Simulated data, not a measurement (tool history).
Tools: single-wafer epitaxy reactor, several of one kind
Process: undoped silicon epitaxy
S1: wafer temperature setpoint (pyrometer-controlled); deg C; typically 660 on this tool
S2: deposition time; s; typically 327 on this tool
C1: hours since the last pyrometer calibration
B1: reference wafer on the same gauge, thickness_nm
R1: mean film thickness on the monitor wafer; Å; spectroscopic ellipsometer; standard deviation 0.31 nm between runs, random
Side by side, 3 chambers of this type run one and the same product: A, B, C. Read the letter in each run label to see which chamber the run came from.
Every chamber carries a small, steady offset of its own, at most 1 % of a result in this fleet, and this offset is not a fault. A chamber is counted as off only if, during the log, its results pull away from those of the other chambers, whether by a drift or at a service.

| run | hour | S1 | S2 | C1 | B1 | R1 |
|---|---|---|---|---|---|---|
| 1B | 5.0 | 660 | 327 | 19.9 | 81.172 | 677.42 |
| 2A | 8.4 | 660 | 327 | 2025.1 | 81.275 | 689.72 |
| 3C | 12.1 | 660 | 327 | 1288.7 | 81.172 | 677.43 |
| 4A | 16.5 | 660 | 327 | 2033.2 | 81.277 | 684.92 |
| 5B | 19.5 | 660 | 327 | 34.4 | 81.198 | 680.59 |
| 6C | 24.9 | 660 | 327 | 1301.5 | 81.222 | 674.43 |
| 7B | 30.0 | 646 | 363 | 44.9 | 81.212 | 555.94 |
| 8C | 32.5 | 646 | 363 | 1309.1 | 81.221 | 550.73 |
| 9A | 35.5 | 646 | 363 | 2052.2 | 81.063 | 558.68 |
| 10B | 40.3 | 660 | 327 | 55.2 | 81.193 | 681.26 |
| 11A | 45.1 | 660 | 327 | 2061.8 | 81.157 | 685.41 |
| 12C | 48.3 | 660 | 327 | 1324.9 | 81.119 | 673.10 |
| 13C | 52.8 | 660 | 327 | 1329.4 | 81.162 | 674.34 |
| 14A | 57.4 | 660 | 327 | 2074.1 | 81.180 | 689.10 |
| 15B | 62.4 | 660 | 327 | 77.3 | 81.191 | 678.91 |
| 16B | 67.3 | 665 | 327 | 82.2 | 81.195 | 749.61 |
| 17A | 70.7 | 665 | 327 | 2087.4 | 81.274 | 766.50 |
| 18C | 75.3 | 665 | 327 | 1351.9 | 81.155 | 746.87 |
| 19A | 78.0 | 660 | 327 | 2094.7 | 81.356 | 680.22 |
| 20C | 83.2 | 660 | 327 | 1359.8 | 81.195 | 678.64 |
| 21B | 86.0 | 660 | 327 | 100.9 | 81.282 | 680.37 |
| 22A | 90.7 | 660 | 327 | 2107.4 | 81.192 | 683.76 |
| 23B | 93.3 | 660 | 327 | 108.2 | 81.198 | 680.47 |
| 24C | 97.0 | 660 | 327 | 1373.6 | 81.185 | 675.14 |
| 25C | 100.0 | 660 | 327 | 1376.6 | 81.242 | 675.54 |
| 26B | 105.2 | 660 | 327 | 120.1 | 81.278 | 676.42 |
| 27A | 110.4 | 660 | 327 | 2127.1 | 81.123 | 683.69 |
| 28C | 115.3 | 654 | 327 | 1391.9 | 81.214 | 592.81 |
| 29B | 119.2 | 654 | 327 | 134.1 | 81.203 | 595.01 |
| 30A | 121.8 | 654 | 327 | 2138.5 | 81.204 | 599.71 |
| 31B | 126.0 | 660 | 327 | 140.9 | 81.254 | 681.05 |
| 32C | 129.6 | 660 | 327 | 1406.2 | 81.198 | 676.55 |
| 33A | 134.2 | 660 | 327 | 2150.9 | 81.223 | 682.64 |
| 34C | 138.8 | 660 | 327 | 1415.4 | 81.152 | 676.28 |
| 35B | 144.2 | 660 | 327 | 159.1 | 81.158 | 684.67 |

Each of the 3 chambers runs these same settings next. Fill in every chamber's results:
| 36A | 148.2 | 660 | 327 |  |  | ? |
| 36B | 148.2 | 660 | 327 |  |  | ? |
| 36C | 148.2 | 660 | 327 |  |  | ? |

| run | R1 |
|---|---|
| 36A | 687.86 |
| 36B | 681.58 |
| 36C | 675.37 |
